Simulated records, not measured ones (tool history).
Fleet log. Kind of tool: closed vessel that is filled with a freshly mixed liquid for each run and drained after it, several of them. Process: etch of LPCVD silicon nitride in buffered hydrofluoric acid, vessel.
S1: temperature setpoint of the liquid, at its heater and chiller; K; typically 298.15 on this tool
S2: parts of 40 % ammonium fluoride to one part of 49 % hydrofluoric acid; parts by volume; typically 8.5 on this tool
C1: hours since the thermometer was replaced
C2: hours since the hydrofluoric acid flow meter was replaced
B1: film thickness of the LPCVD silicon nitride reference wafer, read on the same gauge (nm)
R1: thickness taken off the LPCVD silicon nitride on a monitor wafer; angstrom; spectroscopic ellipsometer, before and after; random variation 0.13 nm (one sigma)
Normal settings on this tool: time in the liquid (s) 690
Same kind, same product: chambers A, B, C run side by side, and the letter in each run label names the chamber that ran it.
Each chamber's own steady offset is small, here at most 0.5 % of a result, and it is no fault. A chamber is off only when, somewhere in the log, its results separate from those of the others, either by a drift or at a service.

run 1C day=0.538 | S1=298.15 S2=8.5 time_in_the_liquid_(s)=690 | C1=1057.3 C2=342.0 | B1=130.00 | R1=127.650
run 2A day=1.042 | S1=298.15 S2=8.5 time_in_the_liquid_(s)=690 | C1=49.4 C2=1091.8 | B1=130.04 | R1=127.190
run 3B day=1.425 | S1=298.15 S2=8.5 time_in_the_liquid_(s)=690 | C1=1839.5 C2=87.8 | B1=130.01 | R1=126.580
run 4B day=1.679 | S1=298.15 S2=8.5 time_in_the_liquid_(s)=690 | C1=1845.6 C2=93.9 | B1=129.95 | R1=126.870
run 5C day=2.167 | S1=298.15 S2=8.5 time_in_the_liquid_(s)=690 | C1=1096.4 C2=381.1 | B1=129.98 | R1=128.020
run 6A day=2.417 | S1=298.15 S2=8.5 time_in_the_liquid_(s)=690 | C1=82.4 C2=1124.8 | B1=130.02 | R1=125.640
run 7A day=2.883 | S1=298.15 S2=8.5 time_in_the_liquid_(s)=690 | C1=93.6 C2=1136.0 | B1=129.97 | R1=126.260
run 8B day=3.142 | S1=298.15 S2=8.5 time_in_the_liquid_(s)=690 | C1=1880.7 C2=129.0 | B1=129.97 | R1=125.930
run 9C day=3.621 | S1=298.15 S2=8.5 time_in_the_liquid_(s)=690 | C1=1131.3 C2=416.0 | B1=129.97 | R1=125.440
run 10A day=4.100 | S1=298.15 S2=8.5 time_in_the_liquid_(s)=690 | C1=122.8 C2=1165.2 | B1=130.06 | R1=124.000
run 11B day=4.633 | S1=298.15 S2=8.5 time_in_the_liquid_(s)=690 | C1=1916.5 C2=164.8 | B1=130.00 | R1=127.710
run 12C day=5.117 | S1=298.15 S2=8.5 time_in_the_liquid_(s)=690 | C1=1167.2 C2=451.9 | B1=130.02 | R1=124.190
run 13B day=5.521 | S1=298.15 S2=8.5 time_in_the_liquid_(s)=420 | C1=1937.8 C2=186.1 | B1=130.02 | R1=75.346
run 14A day=5.921 | S1=298.15 S2=8.5 time_in_the_liquid_(s)=420 | C1=166.5 C2=1208.9 | B1=130.00 | R1=75.463
run 15C day=6.450 | S1=298.15 S2=8.5 time_in_the_liquid_(s)=420 | C1=1199.2 C2=483.9 | B1=130.00 | R1=74.582
-- day=6.779 chamber C: hydrofluoric acid flow meter replaced
run 16A day=6.838 | S1=298.15 S2=8.5 time_in_the_liquid_(s)=690 | C1=188.5 C2=1230.9 | B1=129.99 | R1=125.520
run 17C day=7.358 | S1=298.15 S2=8.5 time_in_the_liquid_(s)=690 | C1=1221.0 C2=13.9 | B1=129.96 | R1=124.330
run 18B day=7.654 | S1=298.15 S2=8.5 time_in_the_liquid_(s)=690 | C1=1989.0 C2=237.3 | B1=130.00 | R1=127.220
run 19B day=8.104 | S1=298.15 S2=8.5 time_in_the_liquid_(s)=690 | C1=1999.8 C2=248.1 | B1=130.01 | R1=126.510
run 20A day=8.588 | S1=298.15 S2=8.5 time_in_the_liquid_(s)=690 | C1=230.5 C2=1272.9 | B1=129.99 | R1=126.110
run 21C day=8.967 | S1=298.15 S2=8.5 time_in_the_liquid_(s)=690 | C1=1259.6 C2=52.5 | B1=129.98 | R1=122.200
run 22A day=9.392 | S1=301.65 S2=8.5 time_in_the_liquid_(s)=690 | C1=249.8 C2=1292.2 | B1=129.99 | R1=149.570
run 23B day=9.738 | S1=301.65 S2=8.5 time_in_the_liquid_(s)=690 | C1=2039.0 C2=287.3 | B1=129.99 | R1=153.560
run 24C day=10.204 | S1=301.65 S2=8.5 time_in_the_liquid_(s)=690 | C1=1289.3 C2=82.2 | B1=129.99 | R1=148.300
run 25C day=10.600 | S1=298.15 S2=8.5 time_in_the_liquid_(s)=690 | C1=1298.8 C2=91.7 | B1=129.99 | R1=121.640
run 26A day=11.050 | S1=298.15 S2=8.5 time_in_the_liquid_(s)=690 | C1=289.6 C2=1332.0 | B1=129.97 | R1=124.620
run 27B day=11.454 | S1=303.15 S2=8.5 time_in_the_liquid_(s)=690 | C1=2080.2 C2=328.5 | B1=130.01 | R1=162.200
run 28C day=11.767 | S1=303.15 S2=8.5 time_in_the_liquid_(s)=690 | C1=1326.8 C2=119.7 | B1=130.02 | R1=159.080
run 29B day=12.100 | S1=303.15 S2=8.5 time_in_the_liquid_(s)=690 | C1=2095.7 C2=344.0 | B1=130.01 | R1=163.580
run 30A day=12.371 | S1=298.15 S2=8.5 time_in_the_liquid_(s)=690 | C1=321.3 C2=1363.7 | B1=130.00 | R1=129.520
run 31C day=12.688 | S1=298.15 S2=5.0 time_in_the_liquid_(s)=465 | C1=1348.9 C2=141.8 | B1=129.99 | R1=135.800

Each of the 3 chambers runs these same settings next. Fill in every chamber's results:
run 32A day=13.083 | S1=298.15 S2=8.5 time_in_the_liquid_(s)=690 | R1=?
run 32B day=13.083 | S1=298.15 S2=8.5 time_in_the_liquid_(s)=690 | R1=?
run 32C day=13.083 | S1=298.15 S2=8.5 time_in_the_liquid_(s)=690 | R1=?

run=32A R1=126.040
run=32B R1=126.290
run=32C R1=119.840
